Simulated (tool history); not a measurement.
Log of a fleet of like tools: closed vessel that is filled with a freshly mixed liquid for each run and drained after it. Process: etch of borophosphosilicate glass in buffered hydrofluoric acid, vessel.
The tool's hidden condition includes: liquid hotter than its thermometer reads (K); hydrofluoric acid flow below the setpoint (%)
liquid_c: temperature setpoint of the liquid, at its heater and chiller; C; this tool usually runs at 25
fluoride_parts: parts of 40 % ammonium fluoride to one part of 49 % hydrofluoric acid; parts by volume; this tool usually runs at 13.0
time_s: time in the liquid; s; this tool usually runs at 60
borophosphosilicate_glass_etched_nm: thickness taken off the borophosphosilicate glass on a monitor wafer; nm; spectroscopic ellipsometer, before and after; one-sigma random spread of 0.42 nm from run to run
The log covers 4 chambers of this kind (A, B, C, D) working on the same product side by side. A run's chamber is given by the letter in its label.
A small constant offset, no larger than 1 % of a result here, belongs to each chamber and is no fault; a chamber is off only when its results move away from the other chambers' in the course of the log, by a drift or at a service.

run,hour,liquid_c,fluoride_parts,time_s,hours since the thermometer was replaced,hours since the hydrofluoric acid flow meter was replaced,"read-back film thickness of the borophosphosilicate glass reference wafer, read on the same gauge (nm)",borophosphosilicate_glass_etched_nm
1D,2.7,25,13.0,60,1490.3,431.7,139.99,61.877
2B,6.6,25,13.0,60,690.4,168.8,139.98,60.374
3A,10.4,25,13.0,60,453.9,1556.9,140.00,61.541
4C,15.6,25,13.0,60,651.2,880.7,140.01,61.116
5A,19.3,25,13.0,60,462.8,1565.8,140.02,60.974
6D,22.1,25,13.0,60,1509.7,451.1,139.99,62.257
# hour 22.2: chamber D: hydrofluoric acid flow meter replaced
7C,26.9,25,13.0,60,662.5,892.0,140.00,61.864
8B,32.4,25,13.0,90,716.2,194.6,140.00,92.178
9D,37.1,25,13.0,90,1524.7,15.0,140.00,91.954
10C,41.4,25,13.0,90,677.0,906.5,139.99,92.084
11A,43.8,25,13.0,90,487.3,1590.3,140.02,92.736
12B,48.1,25,13.0,60,731.9,210.3,140.01,60.996
13D,50.5,25,9.5,80,1538.1,28.4,139.99,109.790
14A,55.5,25,9.5,80,499.0,1602.0,140.00,109.320
15C,60.9,25,9.5,80,696.5,926.0,140.01,108.170
16B,64.4,25,9.5,80,748.2,226.6,140.00,110.230
17B,69.7,25,13.0,60,753.5,231.9,140.00,62.439
18D,72.8,25,13.0,60,1560.4,50.7,140.00,61.353
19A,76.1,25,13.0,60,519.6,1622.6,140.00,61.136
20C,79.3,25,13.0,60,714.9,944.4,139.98,61.924
21D,83.6,25,13.0,60,1571.2,61.5,140.01,61.909
22C,86.0,25,13.0,60,721.6,951.1,140.00,61.488
23A,88.4,25,8.5,60,531.9,1634.9,140.02,91.871
24B,93.9,25,8.5,60,777.7,256.1,140.00,94.568
25B,99.0,25,8.5,60,782.8,261.2,140.00,94.339
26A,103.9,25,8.5,60,547.4,1650.4,140.00,90.680
27D,109.1,25,13.0,60,1596.7,87.0,139.97,61.507
28C,113.7,25,10.5,85,749.3,978.8,140.01,108.200
29C,118.1,25,10.5,85,753.7,983.2,140.00,107.840
30A,122.5,25,10.5,85,566.0,1669.0,139.99,106.580
31B,125.6,25,10.5,85,809.4,287.8,139.97,114.710
32D,130.4,25,8.0,85,1618.0,108.3,140.00,138.370
33A,134.7,25,8.0,85,578.2,1681.2,140.00,138.300

For the next run the whole fleet of 4 chambers uses the same settings. Give each chamber's results:
34A,138.6,25,10.5,60,,,,?
34B,138.6,25,10.5,60,,,,?
34C,138.6,25,10.5,60,,,,?
34D,138.6,25,10.5,60,,,,?

run,borophosphosilicate_glass_etched_nm
34A,76.169
34B,81.076
34C,76.022
34D,76.893

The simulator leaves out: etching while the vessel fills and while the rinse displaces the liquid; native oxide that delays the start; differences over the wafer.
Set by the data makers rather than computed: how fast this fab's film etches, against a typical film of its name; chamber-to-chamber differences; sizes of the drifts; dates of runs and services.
